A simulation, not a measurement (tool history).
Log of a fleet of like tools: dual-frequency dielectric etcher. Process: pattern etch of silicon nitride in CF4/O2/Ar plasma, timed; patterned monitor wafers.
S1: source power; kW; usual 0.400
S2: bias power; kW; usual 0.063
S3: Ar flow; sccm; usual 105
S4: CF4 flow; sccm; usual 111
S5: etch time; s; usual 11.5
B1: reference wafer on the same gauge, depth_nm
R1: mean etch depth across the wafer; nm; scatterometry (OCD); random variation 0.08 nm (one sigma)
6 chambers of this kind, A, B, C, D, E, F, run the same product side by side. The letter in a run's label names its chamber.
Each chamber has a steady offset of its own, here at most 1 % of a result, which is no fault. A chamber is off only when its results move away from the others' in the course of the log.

run	hour	S1	S2	S3	S4	S5	B1	R1
1A	12.3	0.400	0.063	105	111	11.5	17.411	19.636
2E	25.2	0.400	0.063	105	111	11.5	17.392	19.797
# hour 27.9: chamber A: wet clean of the chamber
3B	40.5	0.400	0.063	105	111	11.5	17.410	19.886
# hour 48.4: chamber D: wet clean of the chamber
4D	54.5	0.400	0.063	105	111	11.5	17.395	19.748
5F	64.0	0.400	0.063	105	111	11.5	17.418	19.610
6C	75.1	0.400	0.063	105	111	11.5	17.416	19.866
7E	87.7	0.400	0.063	105	111	11.5	17.396	19.852
8C	103.5	0.400	0.063	105	111	11.5	17.397	19.936
9F	113.8	0.400	0.063	105	111	11.5	17.396	19.585
10A	127.7	0.400	0.063	105	111	11.5	17.401	19.775
# hour 129.2: chamber B: wet clean of the chamber
11D	143.8	0.400	0.063	105	111	11.5	17.404	19.729
12B	150.9	0.400	0.063	105	111	11.5	17.395	19.815
13D	161.5	0.400	0.063	105	111	11.5	17.395	19.797
14C	171.1	0.400	0.063	105	111	11.5	17.407	19.868
15B	186.2	0.400	0.063	105	111	11.5	17.417	19.739
16F	194.2	0.400	0.063	105	111	11.5	17.413	19.624
17E	206.5	0.400	0.063	105	111	11.5	17.400	19.742
18A	220.2	0.400	0.063	105	111	11.5	17.391	19.717
19F	230.7	0.400	0.063	105	111	11.5	17.391	19.609
20D	243.7	0.400	0.063	105	111	11.5	17.398	19.880
21A	250.7	0.400	0.063	105	111	11.5	17.384	19.726
22C	257.7	0.400	0.063	105	111	11.5	17.407	19.802
23E	268.0	0.400	0.063	128	129	11.5	17.411	19.802
24B	278.9	0.400	0.063	128	129	11.5	17.395	19.811
25D	288.7	0.400	0.063	128	129	11.5	17.409	19.557
26F	295.9	0.400	0.063	128	129	11.5	17.409	19.635
27E	308.5	0.400	0.063	128	129	11.5	17.403	19.675
28A	322.3	0.400	0.063	128	129	11.5	17.430	19.550
29B	332.7	0.400	0.063	105	111	11.5	17.369	19.792
30C	340.6	0.400	0.063	105	111	11.5	17.418	19.810
# hour 341.3: chamber C: wet clean of the chamber
31F	352.8	0.400	0.063	105	111	11.5	17.392	19.657
32C	361.6	0.400	0.063	105	111	11.5	17.411	19.818
33E	372.2	0.400	0.063	105	111	11.5	17.407	19.932
34D	387.0	0.400	0.063	105	111	11.5	17.391	19.771
35B	395.4	0.400	0.063	105	111	11.5	17.383	19.862
# hour 399.3: chamber D: bias power generator calibrated
36A	408.8	0.400	0.063	105	111	10.0	17.407	17.229
37E	417.2	0.400	0.063	105	111	10.0	17.394	17.115
38A	426.4	0.400	0.063	105	111	10.0	17.406	17.019
39F	436.4	0.400	0.063	105	111	10.0	17.388	17.128
# hour 443.7: chamber D: wet clean of the chamber
40B	447.3	0.400	0.063	105	111	10.0	17.407	17.339
41D	457.6	0.400	0.063	105	111	10.0	17.397	17.240
42C	466.0	0.400	0.063	105	111	11.5	17.384	20.017

What goes on in this fleet: one chamber off, a drifting gauge, or nothing beyond the chambers' own small offsets? Name the chamber and the cause, if any.

No chamber stands off beyond its own small offset, and the gauge holds steady.

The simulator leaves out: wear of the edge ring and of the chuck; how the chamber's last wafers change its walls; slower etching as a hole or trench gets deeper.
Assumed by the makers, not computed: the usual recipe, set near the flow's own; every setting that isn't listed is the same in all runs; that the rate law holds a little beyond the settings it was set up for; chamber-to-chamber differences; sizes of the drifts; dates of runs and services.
